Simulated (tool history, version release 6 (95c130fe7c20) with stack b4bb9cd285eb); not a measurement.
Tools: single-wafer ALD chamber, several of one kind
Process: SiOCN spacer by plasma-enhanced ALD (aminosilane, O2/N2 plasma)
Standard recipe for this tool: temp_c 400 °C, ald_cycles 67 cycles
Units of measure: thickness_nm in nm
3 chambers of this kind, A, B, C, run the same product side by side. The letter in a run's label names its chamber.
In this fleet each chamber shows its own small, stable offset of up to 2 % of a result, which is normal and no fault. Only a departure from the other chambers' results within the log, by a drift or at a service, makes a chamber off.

run	hour	temp_c	ald_cycles	read-back reference wafer on the same gauge, thickness_nm	thickness_nm
1A	5.9	400	67	4.5391	4.0331
2B	11	400	67	4.5414	3.9772
3C	15.9	400	67	4.5425	4.0399
4B	24.1	400	67	4.5385	3.962
5A	28.8	400	67	4.5424	4.0387
6C	33.4	400	67	4.5399	4.0384
7C	39.5	400	67	4.5386	4.0233
8A	44.8	400	67	4.5347	4.0416
9B	52.6	400	67	4.5438	4.009
10C	61.6	400	67	4.5401	4.0674
11A	68.7	400	67	4.5422	4.0185
12B	75	400	67	4.5371	3.995
13B	83.7	390	76	4.5424	4.5108
14C	88.6	390	76	4.5404	4.5826
15A	94.7	390	76	4.5403	4.5839
16B	101.4	400	67	4.5425	3.9974
17C	105.9	400	67	4.5433	4.0276
18A	113.9	400	67	4.5391	4.0345
19C	121.1	400	67	4.5381	4.0291
20A	130.3	400	67	4.5401	4.0603
21B	137.6	400	67	4.5356	3.9739
22C	144.7	400	67	4.5379	4.0336
23A	151.9	400	67	4.5421	4.0226
24B	157.8	390	78	4.5418	4.6137
25C	166.4	390	78	4.5415	4.7197
26B	172	390	78	4.544	4.6242
27A	180	400	67	4.5418	4.0397
28B	189.2	400	67	4.5431	3.9643
29A	193.3	393	55	4.5399	3.3176
30C	199.2	393	55	4.5376	3.319

Read the log: is a single chamber off, either drifting away or since a service, is the gauge that measures every chamber drifting, or is nothing wrong beyond small per-chamber offsets? Name any odd chamber and what most likely caused it.

The fleet is healthy, with each chamber sitting at its usual small offset and no drift in the gauge.

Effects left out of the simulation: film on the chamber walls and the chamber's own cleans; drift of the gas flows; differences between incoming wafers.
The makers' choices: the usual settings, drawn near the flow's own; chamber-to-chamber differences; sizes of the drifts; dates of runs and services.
